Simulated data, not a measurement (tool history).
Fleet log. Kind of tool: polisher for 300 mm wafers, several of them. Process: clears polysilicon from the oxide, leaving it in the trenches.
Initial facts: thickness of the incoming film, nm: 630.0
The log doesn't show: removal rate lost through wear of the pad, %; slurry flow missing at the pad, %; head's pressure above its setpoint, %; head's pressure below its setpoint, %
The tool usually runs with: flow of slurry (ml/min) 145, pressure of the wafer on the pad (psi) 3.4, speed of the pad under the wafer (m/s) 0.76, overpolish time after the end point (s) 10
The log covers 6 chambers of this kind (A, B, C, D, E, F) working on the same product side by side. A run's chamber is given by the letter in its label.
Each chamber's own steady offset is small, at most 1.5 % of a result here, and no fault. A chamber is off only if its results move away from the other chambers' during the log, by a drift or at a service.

| run | hour | flow of slurry (ml/min) | pressure of the wafer on the pad (psi) | speed of the pad under the wafer (m/s) | overpolish time after the end point (s) | wafers polished on this pad | hours since the slurry nozzle was cleaned | hours since the head pressure was calibrated | time until the end point was called (s) | dishing of a wide line in a test structure (Å) |
|---|---|---|---|---|---|---|---|---|---|---|
| 1C | 5.6 | 145 | 3.4 | 0.76 | 10 | 68 | 219.8 | 678.7 | 41.923 | 594.55 |
| 2E | 9.6 | 145 | 3.4 | 0.76 | 10 | 1076 | 566.4 | 523.1 | 42.165 | 599.81 |
| 3F | 14.5 | 145 | 3.4 | 0.76 | 10 | 678 | 726.3 | 268.1 | 42.660 | 614.64 |
| 4B | 20.9 | 145 | 3.4 | 0.76 | 10 | 714 | 211.9 | 633.1 | 41.479 | 603.19 |
| 5A | 25.4 | 145 | 3.4 | 0.76 | 10 | 410 | 64.9 | 311.1 | 41.719 | 625.85 |
| 6D | 30.3 | 120 | 3.4 | 0.76 | 5 | 575 | 513.9 | 180.8 | 44.714 | 448.73 |
| 7B | 37.4 | 120 | 3.4 | 0.76 | 5 | 864 | 228.4 | 649.6 | 43.068 | 430.79 |
|  | 41.2 | chamber E: worn pad replaced by a new one |
| 8A | 43.2 | 120 | 3.4 | 0.76 | 5 | 571 | 82.7 | 328.9 | 43.434 | 445.60 |
| 9D | 47.7 | 120 | 3.4 | 0.76 | 5 | 733 | 531.3 | 198.2 | 43.932 | 451.31 |
| 10C | 52.9 | 120 | 3.4 | 0.76 | 5 | 496 | 267.1 | 726.0 | 43.900 | 440.44 |
|  | 57.4 | chamber D: worn pad replaced by a new one |
| 11E | 59.5 | 120 | 3.4 | 0.76 | 5 | 165 | 616.3 | 573.0 | 43.694 | 447.57 |
|  | 64.7 | chamber B: worn pad replaced by a new one |
| 12F | 65.1 | 145 | 3.4 | 0.76 | 10 | 1137 | 776.9 | 318.7 | 42.868 | 602.10 |
| 13F | 70.2 | 145 | 3.4 | 0.76 | 10 | 1183 | 782.0 | 323.8 | 42.683 | 602.75 |
|  | 76.9 | chamber C: worn pad replaced by a new one |
| 14D | 77.3 | 170 | 3.4 | 0.76 | 10 | 180 | 560.9 | 227.8 | 40.875 | 609.39 |
| 15E | 81.3 | 170 | 3.4 | 0.76 | 10 | 363 | 638.1 | 594.8 | 41.454 | 624.77 |
|  | 82.9 | chamber E: head pressure recalibrated |
|  | 84.3 | chamber F: worn pad replaced by a new one |
| 16B | 88.4 | 170 | 3.4 | 0.76 | 10 | 215 | 279.4 | 700.6 | 40.588 | 604.06 |
|  | 91.5 | chamber C: slurry nozzle cleaned |
| 17C | 95.5 | 170 | 3.4 | 0.76 | 10 | 168 | 4.0 | 768.6 | 41.092 | 607.02 |
|  | 95.9 | chamber A: worn pad replaced by a new one |
| 18A | 100.1 | 170 | 3.4 | 0.76 | 10 | 38 | 139.6 | 385.8 | 40.639 | 617.22 |
| 19D | 103.5 | 170 | 3.4 | 0.76 | 10 | 418 | 587.1 | 254.0 | 41.071 | 614.31 |
|  | 106.7 | chamber C: head pressure recalibrated |
| 20F | 110.5 | 145 | 3.4 | 0.76 | 10 | 237 | 822.3 | 364.1 | 42.530 | 609.59 |
|  | 110.6 | chamber B: slurry nozzle cleaned |
| 21E | 114.0 | 145 | 3.4 | 0.76 | 10 | 659 | 670.8 | 31.2 | 42.199 | 608.49 |
| 22A | 117.1 | 145 | 3.4 | 0.76 | 10 | 192 | 156.6 | 402.8 | 41.741 | 597.43 |
| 23C | 120.5 | 145 | 3.4 | 0.96 | 16 | 395 | 29.0 | 13.8 | 33.500 | 657.26 |
|  | 124.0 | chamber B: head pressure recalibrated |
| 24B | 124.3 | 145 | 3.4 | 0.96 | 16 | 540 | 13.7 | 0.3 | 33.139 | 660.55 |
| 25B | 130.1 | 145 | 3.4 | 0.96 | 16 | 593 | 19.5 | 6.1 | 33.172 | 674.48 |
| 26C | 135.5 | 145 | 3.4 | 0.96 | 16 | 531 | 44.0 | 28.8 | 33.349 | 669.38 |
|  | 140.5 | chamber D: worn pad replaced by a new one |
| 27A | 142.2 | 145 | 3.4 | 0.96 | 16 | 420 | 181.7 | 427.9 | 32.947 | 689.58 |
|  | 143.0 | chamber C: worn pad replaced by a new one |
| 28D | 147.4 | 145 | 3.4 | 0.96 | 16 | 63 | 631.0 | 297.9 | 34.119 | 677.14 |
| 29E | 154.5 | 115 | 3.4 | 0.94 | 10 | 1026 | 711.3 | 71.7 | 36.142 | 635.67 |
| 30F | 161.3 | 115 | 3.4 | 0.94 | 10 | 698 | 873.1 | 414.9 | 35.233 | 620.92 |
|  | 167.3 | chamber F: slurry nozzle cleaned |
| 31E | 167.5 | 115 | 3.4 | 0.94 | 10 | 1144 | 724.3 | 84.7 | 36.035 | 634.18 |
| 32F | 173.9 | 115 | 3.4 | 0.94 | 10 | 812 | 6.6 | 427.5 | 35.817 | 647.17 |
|  | 175.6 | chamber B: worn pad replaced by a new one |
| 33D | 180.8 | 115 | 3.4 | 0.94 | 10 | 365 | 664.4 | 331.3 | 36.205 | 627.40 |
| 34B | 187.4 | 115 | 3.4 | 0.94 | 10 | 107 | 76.8 | 63.4 | 35.536 | 620.64 |
|  | 190.8 | chamber E: worn pad replaced by a new one |
| 35A | 193.0 | 145 | 3.4 | 0.76 | 10 | 880 | 232.5 | 478.7 | 42.202 | 614.11 |
| 36C | 199.4 | 145 | 3.4 | 0.76 | 10 | 511 | 107.9 | 92.7 | 42.360 | 593.03 |
| 37E | 204.7 | 145 | 3.4 | 0.76 | 10 | 126 | 761.5 | 121.9 | 42.138 | 614.46 |

For the next run the whole fleet of 6 chambers uses the same settings. Give each chamber's results:
| 38A | 209.8 | 145 | 3.4 | 0.76 | 12 |  |  |  | ? | ? |
| 38B | 209.8 | 145 | 3.4 | 0.76 | 12 |  |  |  | ? | ? |
| 38C | 209.8 | 145 | 3.4 | 0.76 | 12 |  |  |  | ? | ? |
| 38D | 209.8 | 145 | 3.4 | 0.76 | 12 |  |  |  | ? | ? |
| 38E | 209.8 | 145 | 3.4 | 0.76 | 12 |  |  |  | ? | ? |
| 38F | 209.8 | 145 | 3.4 | 0.76 | 12 |  |  |  | ? | ? |

| run | time until the end point was called (s) | dishing of a wide line in a test structure (Å) |
|---|---|---|
| 38A | 42.543 | 626.67 |
| 38B | 42.140 | 634.39 |
| 38C | 42.516 | 646.53 |
| 38D | 42.741 | 644.06 |
| 38E | 42.138 | 642.21 |
| 38F | 42.310 | 623.51 |
